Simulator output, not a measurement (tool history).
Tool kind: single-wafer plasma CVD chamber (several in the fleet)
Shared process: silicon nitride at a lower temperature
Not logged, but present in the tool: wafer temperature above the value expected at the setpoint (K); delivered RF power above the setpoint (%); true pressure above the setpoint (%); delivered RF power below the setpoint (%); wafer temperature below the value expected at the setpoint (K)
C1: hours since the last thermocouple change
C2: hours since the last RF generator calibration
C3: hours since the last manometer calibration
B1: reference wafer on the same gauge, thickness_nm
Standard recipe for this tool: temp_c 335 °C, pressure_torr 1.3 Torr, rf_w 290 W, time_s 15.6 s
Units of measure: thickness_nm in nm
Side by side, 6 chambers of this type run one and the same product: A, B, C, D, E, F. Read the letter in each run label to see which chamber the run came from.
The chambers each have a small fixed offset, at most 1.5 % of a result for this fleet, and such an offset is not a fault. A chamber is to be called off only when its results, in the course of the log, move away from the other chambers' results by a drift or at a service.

Run 1F, day 0.421: usual settings; C1 1009.7; C2 1317.9; C3 1483.5; B1 14.297. Result: thickness_nm 17.054 nm.
Run 2D, day 0.717: usual settings; C1 54.4; C2 790.7; C3 105.3; B1 14.295. Result: thickness_nm 16.986 nm.
Run 3E, day 1.079: usual settings; C1 1336.8; C2 1858.8; C3 919.0; B1 14.299. Result: thickness_nm 17.272 nm.
Run 4C, day 1.625: usual settings; C1 835.2; C2 522.9; C3 754.1; B1 14.299. Result: thickness_nm 17.010 nm.
Run 5B, day 2.121: usual settings; C1 539.0; C2 103.0; C3 1554.9; B1 14.299. Result: thickness_nm 16.951 nm.
Run 6A, day 2.642: usual settings; C1 2107.6; C2 1066.1; C3 865.4; B1 14.298. Result: thickness_nm 17.028 nm.
Run 7E, day 2.971: usual settings; C1 1382.2; C2 1904.2; C3 964.4; B1 14.298. Result: thickness_nm 17.244 nm.
Run 8D, day 3.450: usual settings but rf_w 250 W; C1 120.0; C2 856.3; C3 170.9; B1 14.296. Result: thickness_nm 15.253 nm.
Run 9B, day 3.917: usual settings but rf_w 250 W; C1 582.1; C2 146.1; C3 1598.0; B1 14.295. Result: thickness_nm 15.258 nm.
At day 4.112: chamber E: RF generator calibrated.
Run 10C, day 4.317: usual settings but rf_w 250 W; C1 899.8; C2 587.5; C3 818.7; B1 14.300. Result: thickness_nm 15.235 nm.
Run 11F, day 4.821: usual settings but rf_w 250 W; C1 1115.3; C2 1423.5; C3 1589.1; B1 14.293. Result: thickness_nm 15.385 nm.
Run 12A, day 5.412: usual settings but rf_w 250 W; C1 2174.1; C2 1132.6; C3 931.9; B1 14.302. Result: thickness_nm 15.388 nm.
Run 13E, day 6.050: usual settings but rf_w 250 W; C1 1456.1; C2 46.6; C3 1038.3; B1 14.296. Result: thickness_nm 15.560 nm.
Run 14A, day 6.400: usual settings; C1 2197.8; C2 1156.3; C3 955.6; B1 14.295. Result: thickness_nm 17.059 nm.
Run 15C, day 6.750: usual settings; C1 958.2; C2 645.9; C3 877.1; B1 14.303. Result: thickness_nm 16.909 nm.
At day 7.112: chamber F: capacitance manometer re-zeroed and calibrated.
Run 16D, day 7.367: usual settings; C1 214.0; C2 950.3; C3 264.9; B1 14.299. Result: thickness_nm 16.829 nm.
Run 17F, day 7.867: usual settings; C1 1188.4; C2 1496.6; C3 18.2; B1 14.298. Result: thickness_nm 16.984 nm.
Run 18B, day 8.338: usual settings; C1 688.2; C2 252.2; C3 1704.1; B1 14.300. Result: thickness_nm 16.894 nm.
Run 19A, day 8.833: usual settings; C1 2256.2; C2 1214.7; C3 1014.0; B1 14.303. Result: thickness_nm 17.118 nm.
At day 9.425: chamber A: thermocouple changed; heater temperature recalibrated.
Run 20C, day 9.454: usual settings but rf_w 250 W, time_s 14.5 s; C1 1023.1; C2 710.8; C3 942.0; B1 14.300. Result: thickness_nm 14.177 nm.
Run 21B, day 9.825: usual settings but rf_w 250 W, time_s 14.5 s; C1 723.9; C2 287.9; C3 1739.8; B1 14.303. Result: thickness_nm 14.212 nm.
Run 22D, day 10.246: usual settings but rf_w 250 W, time_s 14.5 s; C1 283.1; C2 1019.4; C3 334.0; B1 14.296. Result: thickness_nm 14.253 nm.
Run 23E, day 10.562: usual settings but rf_w 250 W, time_s 14.5 s; C1 1564.4; C2 154.9; C3 1146.6; B1 14.297. Result: thickness_nm 14.346 nm.
Run 24F, day 10.904: usual settings but rf_w 250 W, time_s 14.5 s; C1 1261.3; C2 1569.5; C3 91.1; B1 14.294. Result: thickness_nm 14.242 nm.
Run 25A, day 11.350: usual settings but rf_w 250 W, time_s 14.5 s; C1 46.3; C2 1275.1; C3 1074.4; B1 14.291. Result: thickness_nm 14.301 nm.
At day 11.492: chamber F: RF generator calibrated.
Run 26E, day 11.729: usual settings; C1 1592.4; C2 182.9; C3 1174.6; B1 14.290. Result: thickness_nm 17.167 nm.
Run 27B, day 12.146: usual settings but temp_c 325 °C, rf_w 345 W; C1 779.6; C2 343.6; C3 1795.5; B1 14.305. Result: thickness_nm 19.068 nm.
Run 28C, day 12.617: usual settings but temp_c 325 °C, rf_w 345 W; C1 1099.0; C2 786.7; C3 1017.9; B1 14.308. Result: thickness_nm 19.168 nm.
Run 29F, day 13.238: usual settings but temp_c 325 °C, rf_w 345 W; C1 1317.3; C2 42.0; C3 147.1; B1 14.308. Result: thickness_nm 19.200 nm.
Run 30D, day 13.796: usual settings but temp_c 325 °C, rf_w 345 W; C1 368.3; C2 1104.6; C3 419.2; B1 14.308. Result: thickness_nm 19.007 nm.
Run 31B, day 14.125: usual settings but temp_c 325 °C, rf_w 345 W; C1 827.1; C2 391.1; C3 1843.0; B1 14.311. Result: thickness_nm 19.121 nm.
Run 32C, day 14.612: usual settings but temp_c 325 °C, rf_w 345 W; C1 1146.9; C2 834.6; C3 1065.8; B1 14.297. Result: thickness_nm 19.192 nm.
Run 33F, day 15.062: usual settings; C1 1361.1; C2 85.8; C3 190.9; B1 14.296. Result: thickness_nm 17.023 nm.
Run 34A, day 15.579: usual settings; C1 147.8; C2 1376.6; C3 1175.9; B1 14.302. Result: thickness_nm 17.085 nm.
Run 35D, day 16.125: usual settings; C1 424.2; C2 1160.5; C3 475.1; B1 14.300. Result: thickness_nm 16.884 nm.
At day 16.579: chamber D: RF generator calibrated.
Run 36E, day 16.696: usual settings; C1 1711.6; C2 302.1; C3 1293.8; B1 14.307. Result: thickness_nm 17.176 nm.
Run 37B, day 17.250: usual settings but temp_c 329 °C; C1 902.1; C2 466.1; C3 1918.0; B1 14.315. Result: thickness_nm 16.913 nm.
Run 38A, day 17.788: usual settings but temp_c 329 °C; C1 200.8; C2 1429.6; C3 1228.9; B1 14.292. Result: thickness_nm 17.064 nm.
Run 39F, day 18.421: usual settings but temp_c 329 °C; C1 1441.7; C2 166.4; C3 271.5; B1 14.293. Result: thickness_nm 16.997 nm.
Run 40E, day 18.996: usual settings but temp_c 329 °C; C1 1766.8; C2 357.3; C3 1349.0; B1 14.300. Result: thickness_nm 17.198 nm.
At day 19.279: chamber C: RF generator calibrated.
Run 41C, day 19.279: usual settings but temp_c 329 °C; C1 1258.9; C2 0.1; C3 1177.8; B1 14.300. Result: thickness_nm 17.070 nm.
Run 42D, day 19.692: usual settings but temp_c 329 °C; C1 509.8; C2 74.7; C3 560.7; B1 14.296. Result: thickness_nm 16.989 nm.
Run 43F, day 20.067: usual settings; C1 1481.2; C2 205.9; C3 311.0; B1 14.306. Result: thickness_nm 17.033 nm.

Is one chamber out of step, is the gauge drifting, or do the chambers differ by no more than their own small offsets? For an off chamber, give its letter and the likeliest cause.

The fleet is healthy, with each chamber sitting at its usual small offset and no drift in the gauge.
